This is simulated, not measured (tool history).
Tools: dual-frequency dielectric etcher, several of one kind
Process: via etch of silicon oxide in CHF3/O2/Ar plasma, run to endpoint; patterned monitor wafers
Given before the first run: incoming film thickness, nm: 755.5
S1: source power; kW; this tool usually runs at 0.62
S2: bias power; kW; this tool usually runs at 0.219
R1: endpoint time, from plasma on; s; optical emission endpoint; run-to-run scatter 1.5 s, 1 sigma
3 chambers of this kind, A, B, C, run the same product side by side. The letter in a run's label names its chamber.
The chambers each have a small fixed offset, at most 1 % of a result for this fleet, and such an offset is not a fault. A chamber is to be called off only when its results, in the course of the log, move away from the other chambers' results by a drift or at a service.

run  hour    S1     S2      R1
 1A   5.7  0.62  0.219  353.02
 2C   9.5  0.62  0.219  353.62
 3B  14.4  0.62  0.219  352.71
 4A    18  0.62  0.219  353.16
 5B  24.5  0.62  0.219  353.92
 6C  31.1  0.62  0.219  350.92
 7C  34.7  0.62  0.219  352.81
 8A    39  0.54  0.238  363.64
 9B    44  0.54  0.238  362.05
10B  47.3  0.54  0.238  358.11
11C    53  0.62  0.219  349.69
12A    56  0.62  0.219  353.58
13A  59.2  0.62  0.219  354.54
14C  63.2  0.62  0.219   349.4
     65.8  -- chamber B: wet clean of the chamber
15B  66.4  0.62  0.219  354.75
16B  71.4  0.62   0.25  338.85
17C  74.3  0.62   0.25  327.03
18A  77.7  0.62   0.25  336.27
19B  81.5  0.62  0.219  353.15
20C  86.8  0.62  0.219   339.6
21A  91.8  0.62  0.219  351.07

Predict what each chamber gives when all 3 of them run the settings below next.
22A  96.6  0.62  0.248   ?
22B  96.6  0.62  0.248   ?
22C  96.6  0.62  0.248   ?

run      R1
22A  336.17
22B  335.11
22C  320.22
